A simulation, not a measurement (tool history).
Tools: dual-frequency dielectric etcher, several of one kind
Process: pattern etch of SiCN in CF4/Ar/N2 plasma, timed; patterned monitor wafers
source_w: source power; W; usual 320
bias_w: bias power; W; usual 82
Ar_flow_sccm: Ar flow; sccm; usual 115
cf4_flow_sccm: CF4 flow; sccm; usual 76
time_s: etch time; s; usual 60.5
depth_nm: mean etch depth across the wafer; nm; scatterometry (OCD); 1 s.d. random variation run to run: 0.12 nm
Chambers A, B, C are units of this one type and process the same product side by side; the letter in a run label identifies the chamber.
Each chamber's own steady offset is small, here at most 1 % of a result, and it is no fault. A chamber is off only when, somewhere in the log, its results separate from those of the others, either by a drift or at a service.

run   hour  source_w  bias_w  Ar_flow_sccm  cf4_flow_sccm  time_s  read-back reference wafer on the same gauge, depth_nm  depth_nm
 1C     10       320      82           115             76    60.5                                                 46.893    40.043
 2A   15.9       320      82           115             76    60.5                                                 46.872    39.784
 3B   22.6       320      82           115             76    60.5                                                 46.925    40.597
 4A   32.6       320      82           115             76    60.5                                                 46.917    40.051
 5B   42.6       320      82           115             76    60.5                                                 46.886    40.189
 6C   49.9       320      82           115             76    60.5                                                 46.882    40.425
 7C   56.5       320      82           115             76    60.5                                                 46.882     40.09
 8A   63.1       320      82           115             76    60.5                                                  46.91     40.04
 9B   70.7       320      82           115             76    60.5                                                 46.899    40.297
      70.8  -- chamber A: source power generator calibrated
10A   78.5       320      82           115             76    60.5                                                 46.874    39.786
11C   85.6       320      82           115             76    60.5                                                   46.9    40.382
12B     91       320      82           115             76    60.5                                                 46.869    40.229
13C     99       320      82           115             76    60.5                                                 46.923      40.1
14A  106.5       320      82           115             76    60.5                                                 46.901    39.796
15B  116.5       320      82           115             76    60.5                                                 46.919    40.545
       118  -- chamber C: wet clean of the chamber
16B  122.1       320      82           115             76    60.5                                                  46.89    40.393
     122.5  -- chamber C: source power generator calibrated
17A  127.6       320      82           115             76    60.5                                                 46.913    39.891
18C  134.5       320      82           115             76    60.5                                                 46.892    40.171
19B    143       320      82           115             76    60.5                                                 46.916    40.222
20C    155       320      82           115             76    60.5                                                 46.935     40.25
21A  164.6       320      82           115             76    60.5                                                 46.888    39.912
22A  175.5       320      82           115             76    60.5                                                 46.902    39.798
23C  185.3       320      82           115             76    60.5                                                 46.899    40.238
24B  195.5       320      82           115             76    60.5                                                 46.896    40.319
25C  206.2       320      82           115             76    60.5                                                 46.908    40.174
26A  213.1       320      82           115             76    60.5                                                 46.866    40.116
27B  223.3       320      82           115             87    60.5                                                 46.898    41.253
28C  232.4       320      82           115             87    60.5                                                 46.921    40.968
29A  238.2       320      82           115             87    60.5                                                 46.845    40.619
30B  245.3       320      82           135             76      48                                                 46.934    31.437
31C  256.7       320      82           135             76      48                                                 46.907    31.107
     260.4  -- chamber A: wet clean of the chamber
32A  264.1       320      82           135             76      48                                                 46.888    30.808
33B  275.8       320      71           115             76    60.5                                                 46.923     38.42
34C  282.1       320      71           115             76    60.5                                                 46.943    38.204
35A  293.2       320      71           115             76    60.5                                                 46.905     37.99

The same settings go to every chamber for the next run, one line per chamber below. Forecast the results for each:
36A  301.7       320      82           115             76    60.5                                                                ?
36B  301.7       320      82           115             76    60.5                                                                ?
36C  301.7       320      82           115             76    60.5                                                                ?

run  depth_nm
36A    39.834
36B    40.491
36C    40.045
